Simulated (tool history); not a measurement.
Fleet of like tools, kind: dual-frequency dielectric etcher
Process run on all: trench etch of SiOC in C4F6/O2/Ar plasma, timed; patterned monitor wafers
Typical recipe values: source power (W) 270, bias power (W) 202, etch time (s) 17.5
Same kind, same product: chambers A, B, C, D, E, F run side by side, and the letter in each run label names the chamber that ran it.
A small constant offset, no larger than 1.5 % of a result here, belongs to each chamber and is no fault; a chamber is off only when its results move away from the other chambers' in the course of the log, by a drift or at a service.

run	hour	source power (W)	bias power (W)	etch time (s)	read-back reference wafer on the same gauge, depth_nm	mean etch depth across the wafer (nm)
1A	5.8	270	202	17.5	31.090	32.493
2D	11.5	270	202	17.5	31.115	32.472
3E	20.6	270	202	17.5	31.089	32.245
4F	27.9	270	202	17.5	31.078	32.764
5C	36.4	270	202	17.5	31.104	31.975
6B	47.1	270	202	17.5	31.074	32.259
7D	57.1	270	202	17.5	31.080	32.433
8C	64.0	270	202	17.5	31.083	32.160
9A	72.7	270	202	17.5	31.097	32.306
10E	78.1	270	202	17.5	31.141	32.319
# hour 88.3: chamber D: wet clean of the chamber
11B	88.3	220	202	17.5	31.092	29.957
12F	93.8	220	202	17.5	31.072	29.996
13D	100.8	220	202	17.5	31.097	29.778
14A	111.0	220	202	17.5	31.061	30.060
15B	116.3	220	202	17.5	31.069	30.025
16F	127.5	220	202	17.5	31.122	30.174
17E	132.9	270	202	17.5	31.103	32.556
18C	138.2	270	202	17.5	31.109	32.226
19B	145.1	270	202	17.5	31.106	32.355
20A	153.0	310	202	17.5	31.121	34.235
21C	159.0	310	202	17.5	31.095	33.588
# hour 163.2: chamber A: wet clean of the chamber
22E	169.5	310	202	17.5	31.093	34.212
23F	178.1	310	202	17.5	31.114	34.313
24D	187.2	310	202	17.5	31.119	34.095
# hour 194.0: chamber E: wet clean of the chamber
25A	195.0	310	202	17.5	31.102	32.835
26F	200.3	270	202	17.5	31.105	32.702
27B	208.4	270	202	17.5	31.087	32.295
28E	220.0	300	202	16.0	31.116	31.074
# hour 227.1: chamber F: wet clean of the chamber
29D	229.8	300	202	16.0	31.121	30.766
30C	240.7	300	202	16.0	31.111	30.542
31E	246.0	300	202	16.0	31.118	31.191
32B	253.1	300	202	16.0	31.142	31.001
33A	260.0	300	202	16.0	31.075	29.566
34F	271.5	270	202	17.5	31.133	32.683
35D	282.0	270	202	17.5	31.123	32.405
36C	292.8	270	202	17.5	31.125	32.120
37A	302.8	270	202	17.5	31.117	30.890

Does one chamber stand apart from the rest, does the shared gauge drift, or is all well apart from small per-chamber offsets? Give the chamber and the most likely cause, where there is one.

The work done on chamber A during a service left it standing apart from the others.
Likeliest cause: etch rate under this chamber's usual, % = 3.73.

Below are 4 candidate recipes for chamber A's next run, each the usual settings with a change, their results shown as question marks. Which of them brings A's results back in line with what the other chambers give on the usual settings?
In line here means within this much of the mean the other chambers give on the usual settings: mean etch depth across the wafer (nm) 0.440
38A-1	311.2	290	212	17.5		?
38A-2	311.2	270	243	17.5		?
38A-3	311.2	250	192	17.5		?
38A-4	311.2	270	199	16.5		?

What the other chambers average on the usual settings: mean etch depth across the wafer (nm) 32.385
run	mean etch depth across the wafer (nm)
38A-1	32.529
38A-2	33.191
38A-3	29.742
38A-4	29.221
The answer is 38A-1, which returns the chamber to within the allowed miss of the others.
